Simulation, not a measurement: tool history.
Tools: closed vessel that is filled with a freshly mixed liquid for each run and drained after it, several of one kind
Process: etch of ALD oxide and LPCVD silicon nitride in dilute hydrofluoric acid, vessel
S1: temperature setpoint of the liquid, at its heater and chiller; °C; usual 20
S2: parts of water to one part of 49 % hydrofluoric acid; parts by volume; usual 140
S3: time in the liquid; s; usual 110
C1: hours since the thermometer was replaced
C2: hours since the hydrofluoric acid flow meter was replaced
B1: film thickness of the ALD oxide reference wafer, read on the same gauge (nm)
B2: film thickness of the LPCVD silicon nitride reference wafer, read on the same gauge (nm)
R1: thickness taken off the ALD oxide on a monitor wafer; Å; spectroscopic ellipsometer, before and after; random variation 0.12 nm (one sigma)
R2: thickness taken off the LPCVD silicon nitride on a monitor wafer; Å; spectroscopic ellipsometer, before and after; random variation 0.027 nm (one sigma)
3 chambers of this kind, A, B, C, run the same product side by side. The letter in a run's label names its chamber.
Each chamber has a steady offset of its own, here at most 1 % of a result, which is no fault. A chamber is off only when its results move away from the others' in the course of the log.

run   hour  S1   S2   S3     C1     C2      B1      B2      R1      R2
 1A    8.1  20  140  110  403.2  802.6  80.010  80.011  209.34  3.0557
 2B   16.8  20  140  110  877.9  773.0  79.988  79.974  207.69  3.6586
 3C   21.7  20  140  110   87.3   90.6  79.996  79.988  208.90  3.6573
 4B   26.0  20  140  110  887.1  782.2  80.000  79.992  209.29  3.1873
 5C   33.6  20  140  110   99.2  102.5  80.021  79.994  208.79  3.4775
      41.9  -- chamber B: thermometer replaced
 6A   42.7  20  140  110  437.8  837.2  79.980  80.004  209.15  3.1000
 7B   48.7  20  140  110    6.8  804.9  80.023  80.008  208.64  4.0594
 8C   53.0  20  140  110  118.6  121.9  80.013  80.030  209.21  3.8636
 9A   58.8  20  140  110  453.9  853.3  80.014  79.984  211.12  3.1931
10B   65.1  20  140  110   23.2  821.3  80.012  79.976  206.47  2.7419
11C   73.6  20  140  110  139.2  142.5  79.998  79.997  206.74  2.9969
12A   80.7  20  140  110  475.8  875.2  80.021  79.978  210.05  3.2005
13C   88.7  20  140  110  154.3  157.6  79.987  79.991  210.77  3.3438
14A   95.2  20  140  110  490.3  889.7  80.000  79.977  209.80  3.2428
15B  103.9  20  140  110   62.0  860.1  80.017  79.965  208.56  3.2847
16B  109.8  20  140  110   67.9  866.0  79.983  80.022  207.14  3.4177
17C  114.8  20  140  110  180.4  183.7  80.020  79.983  206.60  2.8004
18A  120.1  20  140  110  515.2  914.6  79.993  80.019  209.32  3.7679
19B  126.8  20  140  110   84.9  883.0  79.980  80.009  210.09  3.2848
20A  134.3  20  140  110  529.4  928.8  80.001  80.015  210.96  3.4733
21C  139.4  20  140  110  205.0  208.3  80.022  79.982  208.70  3.5274
     145.6  -- chamber A: hydrofluoric acid flow meter replaced
22B  145.8  20  140  110  103.9  902.0  79.995  80.005  208.37  3.3884
23A  153.7  20  140  110  548.8    8.2  80.001  79.986  208.18  3.0585
24C  162.3  20  140  110  227.9  231.2  79.997  80.006  207.29  3.3273
25A  169.0  20  115  110  564.1   23.5  79.991  79.989  260.24  4.0076
26B  176.6  20  115  110  134.7  932.8  79.995  80.020  259.61  4.3318
27C  183.0  20  115  110  248.6  251.9  80.020  80.013  263.12  4.2244
28B  187.4  20  140  110  145.5  943.6  79.992  80.012  209.38  3.5460
29A  191.8  20  140  110  586.9   46.3  80.001  80.001  206.95  3.4446

What goes on in this fleet: one chamber off, a drifting gauge, or nothing beyond the chambers' own small offsets? Name the chamber and the cause, if any.

No chamber stands off beyond its own small offset, and the gauge holds steady.
